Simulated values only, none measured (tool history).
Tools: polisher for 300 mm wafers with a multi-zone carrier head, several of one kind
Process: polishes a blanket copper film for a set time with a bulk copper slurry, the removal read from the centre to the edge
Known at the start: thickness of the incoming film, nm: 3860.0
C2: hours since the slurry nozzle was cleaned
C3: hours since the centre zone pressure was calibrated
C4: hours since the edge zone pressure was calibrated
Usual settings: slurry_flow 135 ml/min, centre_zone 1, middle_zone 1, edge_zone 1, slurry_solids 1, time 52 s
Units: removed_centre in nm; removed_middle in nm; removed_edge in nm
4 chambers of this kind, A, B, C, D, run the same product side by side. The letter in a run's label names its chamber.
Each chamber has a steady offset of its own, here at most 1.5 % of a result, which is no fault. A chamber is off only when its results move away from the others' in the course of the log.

{"hour": 11.5, "done": "chamber C: edge zone pressure recalibrated"}
{"hour": 12.3, "done": "chamber D: slurry nozzle cleaned"}
{"run": "1C", "hour": 13.4, "slurry_flow": 135, "centre_zone": 1, "middle_zone": 1, "edge_zone": 1, "slurry_solids": 1, "time": 52, "wafers polished on this pad": 721, "C2": 100.1, "C3": 81.7, "C4": 2, "removed_centre": 348.73, "removed_middle": 360.25, "removed_edge": 352.6}
{"run": "2A", "hour": 22.4, "slurry_flow": 135, "centre_zone": 1, "middle_zone": 1, "edge_zone": 1, "slurry_solids": 1, "time": 52, "wafers polished on this pad": 650, "C2": 232.5, "C3": 461.4, "C4": 68.1, "removed_centre": 346.6, "removed_middle": 344.86, "removed_edge": 349.04}
{"run": "3B", "hour": 37.8, "slurry_flow": 135, "centre_zone": 1, "middle_zone": 1, "edge_zone": 1, "slurry_solids": 1, "time": 52, "wafers polished on this pad": 727, "C2": 229.2, "C3": 746.7, "C4": 401.4, "removed_centre": 356.6, "removed_middle": 348.29, "removed_edge": 355.94}
{"hour": 41.3, "done": "chamber B: slurry nozzle cleaned"}
{"hour": 49.8, "done": "chamber A: worn pad replaced by a new one"}
{"hour": 53.3, "done": "chamber C: worn pad replaced by a new one"}
{"run": "4D", "hour": 53.5, "slurry_flow": 135, "centre_zone": 1, "middle_zone": 1, "edge_zone": 1, "slurry_solids": 1, "time": 52, "wafers polished on this pad": 1098, "C2": 41.2, "C3": 489, "C4": 518.2, "removed_centre": 345.29, "removed_middle": 347.2, "removed_edge": 352.92}
{"hour": 67.4, "done": "chamber D: worn pad replaced by a new one"}
{"run": "5A", "hour": 67.7, "slurry_flow": 135, "centre_zone": 1, "middle_zone": 1, "edge_zone": 1.09, "slurry_solids": 1, "time": 67, "wafers polished on this pad": 214, "C2": 277.8, "C3": 506.7, "C4": 113.4, "removed_centre": 451.66, "removed_middle": 449.73, "removed_edge": 482.52}
{"hour": 74.0, "done": "chamber B: worn pad replaced by a new one"}
{"run": "6C", "hour": 83.0, "slurry_flow": 135, "centre_zone": 1, "middle_zone": 1, "edge_zone": 1.09, "slurry_solids": 1, "time": 67, "wafers polished on this pad": 356, "C2": 169.7, "C3": 151.3, "C4": 71.6, "removed_centre": 457.74, "removed_middle": 462.76, "removed_edge": 469.36}
{"run": "7B", "hour": 98.3, "slurry_flow": 135, "centre_zone": 1, "middle_zone": 1, "edge_zone": 1.09, "slurry_solids": 1, "time": 67, "wafers polished on this pad": 291, "C2": 57, "C3": 807.2, "C4": 461.9, "removed_centre": 455.64, "removed_middle": 450.66, "removed_edge": 460.41}
{"hour": 104.9, "done": "chamber C: slurry nozzle cleaned"}
{"run": "8D", "hour": 107.9, "slurry_flow": 135, "centre_zone": 1, "middle_zone": 1, "edge_zone": 1.09, "slurry_solids": 1, "time": 67, "wafers polished on this pad": 486, "C2": 95.6, "C3": 543.4, "C4": 572.6, "removed_centre": 450.66, "removed_middle": 459.85, "removed_edge": 467.67}
{"run": "9C", "hour": 119.8, "slurry_flow": 135, "centre_zone": 1, "middle_zone": 1, "edge_zone": 1, "slurry_solids": 1, "time": 52, "wafers polished on this pad": 797, "C2": 14.9, "C3": 188.1, "C4": 108.4, "removed_centre": 359.66, "removed_middle": 349.52, "removed_edge": 358.87}
{"run": "10B", "hour": 128.9, "slurry_flow": 135, "centre_zone": 1, "middle_zone": 1, "edge_zone": 1, "slurry_solids": 1, "time": 52, "wafers polished on this pad": 658, "C2": 87.6, "C3": 837.8, "C4": 492.5, "removed_centre": 360.91, "removed_middle": 344.07, "removed_edge": 349.61}
{"run": "11A", "hour": 136.2, "slurry_flow": 135, "centre_zone": 1, "middle_zone": 1, "edge_zone": 1, "slurry_solids": 1, "time": 52, "wafers polished on this pad": 1035, "C2": 346.3, "C3": 575.2, "C4": 181.9, "removed_centre": 352.17, "removed_middle": 354.42, "removed_edge": 346.87}
{"hour": 139.1, "done": "chamber A: worn pad replaced by a new one"}
{"hour": 141.9, "done": "chamber C: worn pad replaced by a new one"}
{"run": "12D", "hour": 143.5, "slurry_flow": 135, "centre_zone": 1, "middle_zone": 1, "edge_zone": 1, "slurry_solids": 1, "time": 52, "wafers polished on this pad": 913, "C2": 131.2, "C3": 579, "C4": 608.2, "removed_centre": 346.24, "removed_middle": 357.5, "removed_edge": 345.39}
{"run": "13D", "hour": 159.1, "slurry_flow": 135, "centre_zone": 1, "middle_zone": 1, "edge_zone": 1, "slurry_solids": 1, "time": 52, "wafers polished on this pad": 1100, "C2": 146.8, "C3": 594.6, "C4": 623.8, "removed_centre": 337.9, "removed_middle": 348.74, "removed_edge": 352.67}
{"hour": 162.1, "done": "chamber B: worn pad replaced by a new one"}
{"run": "14A", "hour": 166.7, "slurry_flow": 135, "centre_zone": 1, "middle_zone": 1, "edge_zone": 1, "slurry_solids": 1, "time": 52, "wafers polished on this pad": 331, "C2": 376.8, "C3": 605.7, "C4": 212.4, "removed_centre": 345.98, "removed_middle": 348.48, "removed_edge": 344.62}
{"hour": 176.5, "done": "chamber D: worn pad replaced by a new one"}
{"run": "15C", "hour": 181.1, "slurry_flow": 135, "centre_zone": 1, "middle_zone": 1, "edge_zone": 1, "slurry_solids": 1, "time": 52, "wafers polished on this pad": 470, "C2": 76.2, "C3": 249.4, "C4": 169.7, "removed_centre": 364.51, "removed_middle": 352.95, "removed_edge": 354.6}
{"run": "16B", "hour": 192.7, "slurry_flow": 135, "centre_zone": 1, "middle_zone": 1, "edge_zone": 1, "slurry_solids": 1, "time": 52, "wafers polished on this pad": 367, "C2": 151.4, "C3": 901.6, "C4": 556.3, "removed_centre": 364.94, "removed_middle": 349.21, "removed_edge": 350.56}
{"run": "17B", "hour": 207.3, "slurry_flow": 135, "centre_zone": 1, "middle_zone": 1, "edge_zone": 1, "slurry_solids": 1, "time": 52, "wafers polished on this pad": 542, "C2": 166, "C3": 916.2, "C4": 570.9, "removed_centre": 353.57, "removed_middle": 346.65, "removed_edge": 348.64}
{"hour": 215.1, "done": "chamber B: centre zone pressure recalibrated"}
{"hour": 217.2, "done": "chamber A: worn pad replaced by a new one"}
{"run": "18A", "hour": 218.9, "slurry_flow": 135, "centre_zone": 1, "middle_zone": 1, "edge_zone": 1, "slurry_solids": 1, "time": 52, "wafers polished on this pad": 20, "C2": 429, "C3": 657.9, "C4": 264.6, "removed_centre": 348.74, "removed_middle": 346.67, "removed_edge": 344.44}
{"hour": 232.2, "done": "chamber C: worn pad replaced by a new one"}
{"run": "19D", "hour": 234.1, "slurry_flow": 135, "centre_zone": 1, "middle_zone": 1, "edge_zone": 1, "slurry_solids": 1, "time": 52, "wafers polished on this pad": 690, "C2": 221.8, "C3": 669.6, "C4": 698.8, "removed_centre": 341.79, "removed_middle": 345.78, "removed_edge": 345.12}
{"run": "20C", "hour": 245.7, "slurry_flow": 135, "centre_zone": 1, "middle_zone": 1, "edge_zone": 1, "slurry_solids": 1, "time": 52, "wafers polished on this pad": 162, "C2": 140.8, "C3": 314, "C4": 234.3, "removed_centre": 375.45, "removed_middle": 349.25, "removed_edge": 352.02}
{"hour": 256.7, "done": "chamber B: worn pad replaced by a new one"}
{"run": "21A", "hour": 256.8, "slurry_flow": 135, "centre_zone": 1, "middle_zone": 1, "edge_zone": 1, "slurry_solids": 1, "time": 52, "wafers polished on this pad": 474, "C2": 466.9, "C3": 695.8, "C4": 302.5, "removed_centre": 342.01, "removed_middle": 350.12, "removed_edge": 355.8}
{"hour": 266.9, "done": "chamber D: worn pad replaced by a new one"}
{"run": "22C", "hour": 272.5, "slurry_flow": 135, "centre_zone": 1, "middle_zone": 1, "edge_zone": 1, "slurry_solids": 1, "time": 52, "wafers polished on this pad": 483, "C2": 167.6, "C3": 340.8, "C4": 261.1, "removed_centre": 363.99, "removed_middle": 361.2, "removed_edge": 360.22}
{"hour": 273.8, "done": "chamber B: slurry nozzle cleaned"}
{"run": "23D", "hour": 286.6, "slurry_flow": 135, "centre_zone": 1, "middle_zone": 1, "edge_zone": 1, "slurry_solids": 1, "time": 52, "wafers polished on this pad": 237, "C2": 274.3, "C3": 722.1, "C4": 751.3, "removed_centre": 341.78, "removed_middle": 355.46, "removed_edge": 348.35}
{"hour": 292.4, "done": "chamber A: worn pad replaced by a new one"}
{"run": "24B", "hour": 295.8, "slurry_flow": 135, "centre_zone": 1, "middle_zone": 1, "edge_zone": 1, "slurry_solids": 1, "time": 52, "wafers polished on this pad": 468, "C2": 22.1, "C3": 80.7, "C4": 659.4, "removed_centre": 363.73, "removed_middle": 346.83, "removed_edge": 345.62}
{"run": "25D", "hour": 307.1, "slurry_flow": 135, "centre_zone": 1, "middle_zone": 1, "edge_zone": 1, "slurry_solids": 1, "time": 52, "wafers polished on this pad": 482, "C2": 294.8, "C3": 742.6, "C4": 771.8, "removed_centre": 347.92, "removed_middle": 355.97, "removed_edge": 352.17}
{"run": "26B", "hour": 316.9, "slurry_flow": 135, "centre_zone": 1, "middle_zone": 1, "edge_zone": 1, "slurry_solids": 1, "time": 52, "wafers polished on this pad": 721, "C2": 43.2, "C3": 101.8, "C4": 680.5, "removed_centre": 346.02, "removed_middle": 343.04, "removed_edge": 348.74}
{"hour": 319.0, "done": "chamber C: worn pad replaced by a new one"}
{"run": "27C", "hour": 328.7, "slurry_flow": 135, "centre_zone": 1, "middle_zone": 1, "edge_zone": 1, "slurry_solids": 1, "time": 52, "wafers polished on this pad": 116, "C2": 223.8, "C3": 397, "C4": 317.3, "removed_centre": 381.99, "removed_middle": 352.81, "removed_edge": 350.19}
{"run": "28A", "hour": 337.7, "slurry_flow": 175, "centre_zone": 1, "middle_zone": 1, "edge_zone": 1, "slurry_solids": 1, "time": 39, "wafers polished on this pad": 543, "C2": 547.8, "C3": 776.7, "C4": 383.4, "removed_centre": 275.16, "removed_middle": 272.17, "removed_edge": 264.59}
{"hour": 344.6, "done": "chamber B: worn pad replaced by a new one"}
{"hour": 347.0, "done": "chamber C: slurry nozzle cleaned"}
{"run": "29B", "hour": 348.4, "slurry_flow": 175, "centre_zone": 1, "middle_zone": 1, "edge_zone": 1, "slurry_solids": 1, "time": 39, "wafers polished on this pad": 46, "C2": 74.7, "C3": 133.3, "C4": 712, "removed_centre": 282.36, "removed_middle": 273.79, "removed_edge": 267.93}
{"hour": 349.1, "done": "chamber D: edge zone pressure recalibrated"}
{"run": "30D", "hour": 357.6, "slurry_flow": 175, "centre_zone": 1, "middle_zone": 1, "edge_zone": 1, "slurry_solids": 1, "time": 39, "wafers polished on this pad": 1088, "C2": 345.3, "C3": 793.1, "C4": 8.5, "removed_centre": 282.57, "removed_middle": 276.98, "removed_edge": 276.27}
{"run": "31A", "hour": 372.5, "slurry_flow": 175, "centre_zone": 1, "middle_zone": 1, "edge_zone": 1, "slurry_solids": 1, "time": 39, "wafers polished on this pad": 960, "C2": 582.6, "C3": 811.5, "C4": 418.2, "removed_centre": 273.2, "removed_middle": 278.66, "removed_edge": 270.25}
{"run": "32C", "hour": 387.3, "slurry_flow": 135, "centre_zone": 1, "middle_zone": 1, "edge_zone": 1, "slurry_solids": 1, "time": 52, "wafers polished on this pad": 818, "C2": 40.4, "C3": 455.6, "C4": 375.9, "removed_centre": 393.44, "removed_middle": 358.04, "removed_edge": 348.79}
{"hour": 387.9, "done": "chamber A: worn pad replaced by a new one"}
{"run": "33B", "hour": 400.7, "slurry_flow": 135, "centre_zone": 1, "middle_zone": 1, "edge_zone": 1, "slurry_solids": 1, "time": 52, "wafers polished on this pad": 673, "C2": 127, "C3": 185.6, "C4": 764.3, "removed_centre": 358.99, "removed_middle": 356.81, "removed_edge": 343.89}
{"hour": 403.2, "done": "chamber A: slurry nozzle cleaned"}
{"run": "34A", "hour": 415.5, "slurry_flow": 135, "centre_zone": 1, "middle_zone": 1, "edge_zone": 1, "slurry_solids": 1, "time": 52, "wafers polished on this pad": 331, "C2": 12.4, "C3": 854.5, "C4": 461.2, "removed_centre": 354.37, "removed_middle": 347.58, "removed_edge": 346.71}
{"hour": 417.4, "done": "chamber C: worn pad replaced by a new one"}
{"run": "35C", "hour": 423.0, "slurry_flow": 135, "centre_zone": 1, "middle_zone": 1, "edge_zone": 1, "slurry_solids": 1, "time": 52, "wafers polished on this pad": 67, "C2": 76.1, "C3": 491.3, "C4": 411.6, "removed_centre": 386.52, "removed_middle": 344.53, "removed_edge": 358.09}

Next, every chamber runs the same settings. What will each give?
{"run": "36A", "hour": 434.4, "slurry_flow": 135, "centre_zone": 1, "middle_zone": 1, "edge_zone": 1, "slurry_solids": 1, "time": 52, "removed_centre": "?", "removed_middle": "?", "removed_edge": "?"}
{"run": "36B", "hour": 434.4, "slurry_flow": 135, "centre_zone": 1, "middle_zone": 1, "edge_zone": 1, "slurry_solids": 1, "time": 52, "removed_centre": "?", "removed_middle": "?", "removed_edge": "?"}
{"run": "36C", "hour": 434.4, "slurry_flow": 135, "centre_zone": 1, "middle_zone": 1, "edge_zone": 1, "slurry_solids": 1, "time": 52, "removed_centre": "?", "removed_middle": "?", "removed_edge": "?"}
{"run": "36D", "hour": 434.4, "slurry_flow": 135, "centre_zone": 1, "middle_zone": 1, "edge_zone": 1, "slurry_solids": 1, "time": 52, "removed_centre": "?", "removed_middle": "?", "removed_edge": "?"}

run=36A removed_centre=349.34 removed_middle=350.96 removed_edge=346.58
run=36B removed_centre=356.45 removed_middle=351.23 removed_edge=354.83
run=36C removed_centre=388.17 removed_middle=352.5 removed_edge=351.41
run=36D removed_centre=337.66 removed_middle=355.6 removed_edge=345.26
